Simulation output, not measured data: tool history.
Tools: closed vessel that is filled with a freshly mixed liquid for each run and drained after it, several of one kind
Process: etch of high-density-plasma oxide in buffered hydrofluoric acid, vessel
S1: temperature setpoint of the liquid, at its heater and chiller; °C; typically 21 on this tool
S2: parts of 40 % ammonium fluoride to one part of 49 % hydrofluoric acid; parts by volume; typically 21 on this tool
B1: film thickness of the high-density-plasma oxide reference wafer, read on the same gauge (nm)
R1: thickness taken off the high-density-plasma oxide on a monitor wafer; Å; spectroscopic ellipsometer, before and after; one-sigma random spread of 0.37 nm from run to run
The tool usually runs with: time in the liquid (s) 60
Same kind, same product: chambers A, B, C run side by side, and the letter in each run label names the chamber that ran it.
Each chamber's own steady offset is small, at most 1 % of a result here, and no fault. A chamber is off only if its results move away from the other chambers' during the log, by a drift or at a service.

{"run": "1C", "hour": 5.5, "S1": 21, "S2": 21, "time in the liquid (s)": 60, "B1": 100.03, "R1": 460.6}
{"run": "2A", "hour": 10.7, "S1": 21, "S2": 21, "time in the liquid (s)": 60, "B1": 100, "R1": 457.95}
{"run": "3B", "hour": 18.1, "S1": 21, "S2": 21, "time in the liquid (s)": 60, "B1": 100.03, "R1": 458.63}
{"run": "4B", "hour": 25.2, "S1": 21, "S2": 21, "time in the liquid (s)": 60, "B1": 100.02, "R1": 458.73}
{"run": "5C", "hour": 31.3, "S1": 21, "S2": 21, "time in the liquid (s)": 60, "B1": 100.02, "R1": 456.64}
{"run": "6A", "hour": 39.3, "S1": 21, "S2": 21, "time in the liquid (s)": 60, "B1": 100, "R1": 455.59}
{"run": "7B", "hour": 48.4, "S1": 21, "S2": 21, "time in the liquid (s)": 60, "B1": 100.03, "R1": 454.68}
{"run": "8C", "hour": 56.1, "S1": 21, "S2": 21, "time in the liquid (s)": 60, "B1": 100.04, "R1": 461.72}
{"run": "9A", "hour": 63.7, "S1": 21, "S2": 21, "time in the liquid (s)": 60, "B1": 99.987, "R1": 457.87}
{"run": "10B", "hour": 71.6, "S1": 21, "S2": 21, "time in the liquid (s)": 60, "B1": 100.01, "R1": 455.91}
{"run": "11A", "hour": 81.5, "S1": 21, "S2": 21, "time in the liquid (s)": 45, "B1": 100, "R1": 343.71}
{"run": "12C", "hour": 86.5, "S1": 21, "S2": 21, "time in the liquid (s)": 45, "B1": 100.01, "R1": 347.91}
{"run": "13A", "hour": 97.0, "S1": 21, "S2": 21, "time in the liquid (s)": 45, "B1": 100.01, "R1": 342.72}
{"run": "14B", "hour": 102.9, "S1": 21, "S2": 21, "time in the liquid (s)": 60, "B1": 100.02, "R1": 465.71}
{"run": "15C", "hour": 108.7, "S1": 21, "S2": 21, "time in the liquid (s)": 60, "B1": 99.999, "R1": 458.56}
{"run": "16C", "hour": 117.3, "S1": 21, "S2": 21, "time in the liquid (s)": 60, "B1": 100, "R1": 458.66}
{"run": "17B", "hour": 127.4, "S1": 21, "S2": 21, "time in the liquid (s)": 60, "B1": 99.978, "R1": 461.6}
{"run": "18A", "hour": 138.1, "S1": 21, "S2": 21, "time in the liquid (s)": 60, "B1": 100, "R1": 458.4}
{"run": "19C", "hour": 147.7, "S1": 21, "S2": 21, "time in the liquid (s)": 60, "B1": 100, "R1": 455.66}
{"run": "20A", "hour": 158.7, "S1": 21, "S2": 21, "time in the liquid (s)": 60, "B1": 99.989, "R1": 453.33}
{"run": "21B", "hour": 169.3, "S1": 21, "S2": 21, "time in the liquid (s)": 60, "B1": 100.01, "R1": 474.19}
{"run": "22C", "hour": 178.1, "S1": 21, "S2": 21, "time in the liquid (s)": 80, "B1": 100.01, "R1": 611.32}
{"run": "23A", "hour": 183.8, "S1": 21, "S2": 21, "time in the liquid (s)": 80, "B1": 100.01, "R1": 607.72}
{"run": "24B", "hour": 193.9, "S1": 21, "S2": 21, "time in the liquid (s)": 80, "B1": 100.03, "R1": 634.77}
{"run": "25A", "hour": 200.8, "S1": 21, "S2": 21, "time in the liquid (s)": 60, "B1": 100, "R1": 462.09}
{"run": "26B", "hour": 208.1, "S1": 23.5, "S2": 14.5, "time in the liquid (s)": 60, "B1": 100, "R1": 778.79}
{"run": "27C", "hour": 217.5, "S1": 23.5, "S2": 14.5, "time in the liquid (s)": 60, "B1": 99.992, "R1": 755.41}
{"run": "28B", "hour": 228.5, "S1": 23.5, "S2": 14.5, "time in the liquid (s)": 60, "B1": 100.02, "R1": 779.23}
{"run": "29A", "hour": 234.4, "S1": 21, "S2": 21, "time in the liquid (s)": 60, "B1": 100.01, "R1": 460.92}
{"run": "30C", "hour": 243.0, "S1": 21, "S2": 21, "time in the liquid (s)": 60, "B1": 99.996, "R1": 464.46}
{"run": "31A", "hour": 251.8, "S1": 21, "S2": 21, "time in the liquid (s)": 60, "B1": 99.992, "R1": 455.82}
{"run": "32B", "hour": 261.2, "S1": 23.5, "S2": 21, "time in the liquid (s)": 60, "B1": 99.985, "R1": 567.05}
{"run": "33C", "hour": 267.5, "S1": 23.5, "S2": 21, "time in the liquid (s)": 60, "B1": 99.983, "R1": 530.93}
{"run": "34B", "hour": 278.4, "S1": 23.5, "S2": 21, "time in the liquid (s)": 60, "B1": 100.04, "R1": 558.49}
{"run": "35A", "hour": 286.8, "S1": 21, "S2": 21, "time in the liquid (s)": 60, "B1": 99.98, "R1": 455.76}
{"run": "36C", "hour": 296.3, "S1": 21, "S2": 21, "time in the liquid (s)": 60, "B1": 100.01, "R1": 460.4}
{"run": "37C", "hour": 306.2, "S1": 21, "S2": 21, "time in the liquid (s)": 60, "B1": 99.974, "R1": 458.3}
{"run": "38B", "hour": 312.2, "S1": 19.5, "S2": 21, "time in the liquid (s)": 60, "B1": 100.02, "R1": 465.32}
{"run": "39A", "hour": 323.5, "S1": 19.5, "S2": 21, "time in the liquid (s)": 60, "B1": 99.99, "R1": 426.14}
{"run": "40A", "hour": 333.7, "S1": 19.5, "S2": 21, "time in the liquid (s)": 60, "B1": 100.01, "R1": 421.85}
{"run": "41C", "hour": 345.1, "S1": 21, "S2": 21, "time in the liquid (s)": 60, "B1": 99.986, "R1": 460.48}

Which is it: a chamber that has drifted or been left off by a service, a gauge drift common to all chambers, or only each chamber's usual small offset? If a chamber is off, name it and its likeliest cause.

It is chamber B that slowly wanders off from its peers.
Likeliest cause: liquid hotter than its thermometer reads (K) = 1.83.
It could be hard to tell apart here from: hydrofluoric acid flow above the setpoint (%).

Chamber B could run next with any of the 4 candidate recipes listed below; each alters the usual settings, and their results appear as question marks. Which one brings its results back in line with what the other chambers deliver on the usual settings?
A result is in line if it is within this distance of the other chambers' mean on the usual settings: R1 13 Å
{"run": "42B-1", "hour": 353.5, "S1": 21, "S2": 21.5, "time in the liquid (s)": 55, "R1": "?"}
{"run": "42B-2", "hour": 353.5, "S1": 21, "S2": 20.5, "time in the liquid (s)": 65, "R1": "?"}
{"run": "42B-3", "hour": 353.5, "S1": 24, "S2": 21, "time in the liquid (s)": 60, "R1": "?"}
{"run": "42B-4", "hour": 353.5, "S1": 19.5, "S2": 23.5, "time in the liquid (s)": 60, "R1": "?"}

Average result of the remaining chambers running the usual settings: R1 459.92 Å
run=42B-1 R1=458.77
run=42B-2 R1=560.47
run=42B-3 R1=598.75
run=42B-4 R1=433.06
It is 42B-1 that realigns the chamber with its peers.
